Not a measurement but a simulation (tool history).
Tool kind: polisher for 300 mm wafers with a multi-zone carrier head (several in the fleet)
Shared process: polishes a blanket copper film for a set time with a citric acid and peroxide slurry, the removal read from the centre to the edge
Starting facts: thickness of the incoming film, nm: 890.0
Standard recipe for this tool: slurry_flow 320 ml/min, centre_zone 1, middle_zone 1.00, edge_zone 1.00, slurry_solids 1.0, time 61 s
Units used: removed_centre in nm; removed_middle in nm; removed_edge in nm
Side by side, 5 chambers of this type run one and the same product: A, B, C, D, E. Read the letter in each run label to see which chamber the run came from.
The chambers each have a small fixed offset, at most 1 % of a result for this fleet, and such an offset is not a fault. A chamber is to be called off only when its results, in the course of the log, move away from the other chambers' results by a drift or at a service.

run   hour  slurry_flow  centre_zone  middle_zone  edge_zone  slurry_solids  time  removed_centre  removed_middle  removed_edge
 1D    4.6          320            1         1.00       1.00            1.0    61          133.82          134.62        137.40
       5.7  -- chamber B: slurry nozzle cleaned
      10.2  -- chamber D: worn pad replaced by a new one
 2B   13.7          320            1         1.00       1.00            1.0    61          137.77          134.46        136.53
      15.6  -- chamber D: slurry nozzle cleaned
 3E   19.5          320            1         1.00       1.00            1.0    61          133.62          135.53        136.65
 4A   24.7          320            1         1.00       1.00            1.0    61          136.10          135.38        136.21
 5C   32.4          320            1         1.00       1.00            1.2    80          186.70          184.43        184.70
      38.2  -- chamber B: worn pad replaced by a new one
 6B   39.0          320            1         1.00       1.00            1.2    80          187.15          186.32        188.51
      45.1  -- chamber C: worn pad replaced by a new one
      46.1  -- chamber E: centre zone pressure recalibrated
 7C   46.8          320            1         1.00       1.00            1.2    80          184.02          186.38        184.10
 8E   50.9          320            1         1.00       1.00            1.2    80          184.12          183.83        185.50
      53.1  -- chamber A: worn pad replaced by a new one
 9A   55.9          320            1         1.00       1.00            1.2    80          184.49          184.75        182.43
10D   64.0          320            1         1.00       1.00            1.0    61          136.43          137.63        134.70
11D   68.9          320            1         1.00       1.00            1.0    61          135.94          135.59        135.66
12C   74.5          320            1         1.00       1.00            1.0    54          120.20          119.63        119.51
13E   80.4          320            1         1.00       1.00            1.0    54          121.44          119.54        119.65
      81.0  -- chamber B: edge zone pressure recalibrated
14B   85.6          320            1         1.00       1.00            1.0    54          121.28          118.12        121.09
      86.6  -- chamber E: worn pad replaced by a new one
15A   91.0          320            1         1.00       1.00            1.0    54          121.28          119.86        119.43
16B   97.3          320            1         1.00       1.00            1.0    54          119.39          121.55        121.18
17A  103.2          320            1         1.00       1.00            1.0    61          133.49          136.11        134.00
18C  110.7          320            1         1.00       1.00            1.0    61          134.09          134.14        133.72
     117.3  -- chamber D: edge zone pressure recalibrated
19E  118.0          320            1         1.00       1.00            1.0    61          136.16          137.65        134.58
     119.7  -- chamber B: worn pad replaced by a new one
20D  123.4          320            1         1.00       1.00            1.0    61          136.73          132.75        136.49
     129.3  -- chamber D: worn pad replaced by a new one
21D  129.7          320            1         1.00       1.00            1.0    61          137.19          137.11        136.61
     134.0  -- chamber B: centre zone pressure recalibrated
22A  136.4          320            1         1.00       1.00            1.0    61          134.22          133.61        134.03
     137.8  -- chamber A: worn pad replaced by a new one
23C  144.7          320            1         1.00       1.00            1.0    61          130.69          135.62        136.67
24E  150.4          320            1         1.00       1.00            1.0    61          133.13          137.34        136.13
25B  156.2          320            1         1.00       1.00            1.0    61          134.16          132.89        137.17
26A  164.9          320            1         1.00       1.00            1.0    61          134.28          133.63        133.86
     167.6  -- chamber C: worn pad replaced by a new one
27E  170.6          320            1         1.00       1.00            1.0    61          136.11          137.36        135.73
28C  179.6          320            1         1.00       1.00            1.0    61          129.59          135.92        135.43
29D  184.9          320            1         1.00       1.00            1.0    61          137.23          136.84        134.33
     185.4  -- chamber C: edge zone pressure recalibrated
     187.8  -- chamber E: worn pad replaced by a new one
30B  193.6          320            1         1.00       1.00            1.0    61          134.90          133.56        134.72
31B  199.4          320            1         1.00       1.00            1.0    61          132.91          133.80        135.02
     202.0  -- chamber B: worn pad replaced by a new one
32C  207.9          320            1         1.00       1.00            1.0    61          127.95          135.35        135.28
33A  216.2          320            1         1.00       1.00            1.0    61          134.96          133.92        135.81
     220.2  -- chamber A: worn pad replaced by a new one
34D  222.8          320            1         1.00       1.00            1.0    61          135.50          135.98        136.08
35E  226.8          320            1         1.00       1.00            1.0    61          137.48          132.75        134.48
36B  231.6          320            1         1.00       1.00            1.0    61          135.11          133.48        136.76
37A  237.3          220            1         1.00       1.07            1.0    61          129.31          128.64        135.22
38C  241.6          220            1         1.00       1.07            1.0    61          123.27          130.74        135.55

All 5 chambers run these settings next. Forecast each chamber's results:
39A  248.2          320            1         0.93       1.00            1.0    61               ?               ?             ?
39B  248.2          320            1         0.93       1.00            1.0    61               ?               ?             ?
39C  248.2          320            1         0.93       1.00            1.0    61               ?               ?             ?
39D  248.2          320            1         0.93       1.00            1.0    61               ?               ?             ?
39E  248.2          320            1         0.93       1.00            1.0    61               ?               ?             ?

run  removed_centre  removed_middle  removed_edge
39A          136.03          126.58        135.05
39B          135.60          127.30        136.52
39C          127.15          127.04        132.29
39D          135.80          126.75        133.62
39E          137.29          127.32        135.92
